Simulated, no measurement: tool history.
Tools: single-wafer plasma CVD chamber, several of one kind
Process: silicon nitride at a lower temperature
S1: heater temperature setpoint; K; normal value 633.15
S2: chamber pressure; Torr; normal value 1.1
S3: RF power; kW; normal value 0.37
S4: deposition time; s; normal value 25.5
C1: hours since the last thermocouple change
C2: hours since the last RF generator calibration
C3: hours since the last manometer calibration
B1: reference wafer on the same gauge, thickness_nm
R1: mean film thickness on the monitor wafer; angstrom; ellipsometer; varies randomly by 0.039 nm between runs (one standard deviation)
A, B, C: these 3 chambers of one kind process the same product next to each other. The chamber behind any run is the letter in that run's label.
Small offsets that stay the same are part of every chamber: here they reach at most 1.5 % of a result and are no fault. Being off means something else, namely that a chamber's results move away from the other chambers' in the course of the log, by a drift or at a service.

run 1A hour=4.7 | S1=633.15 S2=1.1 S3=0.37 S4=25.5 | C1=597.6 C2=221 C3=2058.3 | B1=35.398 | R1=310.78
run 2B hour=12.5 | S1=633.15 S2=1.1 S3=0.37 S4=25.5 | C1=187.2 C2=1060 C3=1441.1 | B1=35.415 | R1=309.66
run 3C hour=20.4 | S1=633.15 S2=1.1 S3=0.37 S4=25.5 | C1=1086.2 C2=1267.7 C3=800.2 | B1=35.417 | R1=307.42
run 4C hour=27.1 | S1=633.15 S2=1.1 S3=0.37 S4=25.5 | C1=1092.9 C2=1274.4 C3=806.9 | B1=35.418 | R1=307.84
run 5B hour=32.4 | S1=633.15 S2=1.1 S3=0.37 S4=25.5 | C1=207.1 C2=1079.9 C3=1461 | B1=35.435 | R1=309.68
run 6A hour=38.4 | S1=633.15 S2=1.1 S3=0.3 S4=25.5 | C1=631.3 C2=254.7 C3=2092 | B1=35.444 | R1=272.03
run 7B hour=44 | S1=633.15 S2=1.1 S3=0.3 S4=25.5 | C1=218.7 C2=1091.5 C3=1472.6 | B1=35.449 | R1=270.84
run 8A hour=51.9 | S1=633.15 S2=1.1 S3=0.3 S4=25.5 | C1=644.8 C2=268.2 C3=2105.5 | B1=35.462 | R1=272.37
run 9C hour=59.9 | S1=633.15 S2=1.1 S3=0.37 S4=25.5 | C1=1125.7 C2=1307.2 C3=839.7 | B1=35.47 | R1=309.08
run 10C hour=63.9 | S1=633.15 S2=1.1 S3=0.37 S4=25.5 | C1=1129.7 C2=1311.2 C3=843.7 | B1=35.463 | R1=307.89
run 11B hour=68.2 | S1=633.15 S2=1.1 S3=0.37 S4=25.5 | C1=242.9 C2=1115.7 C3=1496.8 | B1=35.479 | R1=309.65
run 12A hour=76.5 | S1=644.15 S2=0.87 S3=0.37 S4=25.5 | C1=669.4 C2=292.8 C3=2130.1 | B1=35.484 | R1=288.47
run 13B hour=82.4 | S1=644.15 S2=0.87 S3=0.37 S4=25.5 | C1=257.1 C2=1129.9 C3=1511 | B1=35.479 | R1=286
run 14A hour=86.9 | S1=644.15 S2=0.87 S3=0.37 S4=25.5 | C1=679.8 C2=303.2 C3=2140.5 | B1=35.487 | R1=288.29
run 15C hour=94.8 | S1=641.15 S2=1.1 S3=0.37 S4=25.5 | C1=1160.6 C2=1342.1 C3=874.6 | B1=35.501 | R1=308.08
run 16A hour=98.8 | S1=641.15 S2=1.1 S3=0.37 S4=25.5 | C1=691.7 C2=315.1 C3=2152.4 | B1=35.506 | R1=310.57
run 17C hour=103.7 | S1=641.15 S2=1.1 S3=0.37 S4=25.5 | C1=1169.5 C2=1351 C3=883.5 | B1=35.51 | R1=307.85
run 18B hour=107.9 | S1=633.15 S2=1.1 S3=0.37 S4=25.5 | C1=282.6 C2=1155.4 C3=1536.5 | B1=35.507 | R1=309.94
run 19B hour=115.9 | S1=633.15 S2=1.1 S3=0.37 S4=25.5 | C1=290.6 C2=1163.4 C3=1544.5 | B1=35.536 | R1=310.15
run 20A hour=124.6 | S1=633.15 S2=1.1 S3=0.37 S4=25.5 | C1=717.5 C2=340.9 C3=2178.2 | B1=35.525 | R1=312.16
run 21C hour=130.4 | S1=633.15 S2=1.1 S3=0.37 S4=25.5 | C1=1196.2 C2=1377.7 C3=910.2 | B1=35.55 | R1=309.88
run 22A hour=138 | S1=633.15 S2=1.1 S3=0.37 S4=25.5 | C1=730.9 C2=354.3 C3=2191.6 | B1=35.554 | R1=312.68
run 23B hour=145.7 | S1=633.15 S2=1.1 S3=0.37 S4=25.5 | C1=320.4 C2=1193.2 C3=1574.3 | B1=35.546 | R1=310.82
run 24C hour=150.5 | S1=633.15 S2=1.1 S3=0.37 S4=25.5 | C1=1216.3 C2=1397.8 C3=930.3 | B1=35.553 | R1=309.81
run 25B hour=158.5 | S1=633.15 S2=1.1 S3=0.37 S4=25.5 | C1=333.2 C2=1206 C3=1587.1 | B1=35.575 | R1=310.66
run 26C hour=163.6 | S1=633.15 S2=1.1 S3=0.37 S4=25.5 | C1=1229.4 C2=1410.9 C3=943.4 | B1=35.571 | R1=309.02
run 27A hour=170.7 | S1=633.15 S2=1.1 S3=0.37 S4=28.3 | C1=763.6 C2=387 C3=2224.3 | B1=35.576 | R1=346.29

The same settings go to every chamber for the next run, one line per chamber below. Forecast the results for each:
run 28A hour=176.9 | S1=633.15 S2=1.1 S3=0.37 S4=25.5 | R1=?
run 28B hour=176.9 | S1=633.15 S2=1.1 S3=0.37 S4=25.5 | R1=?
run 28C hour=176.9 | S1=633.15 S2=1.1 S3=0.37 S4=25.5 | R1=?

run=28A R1=312.22
run=28B R1=310.77
run=28C R1=309.95

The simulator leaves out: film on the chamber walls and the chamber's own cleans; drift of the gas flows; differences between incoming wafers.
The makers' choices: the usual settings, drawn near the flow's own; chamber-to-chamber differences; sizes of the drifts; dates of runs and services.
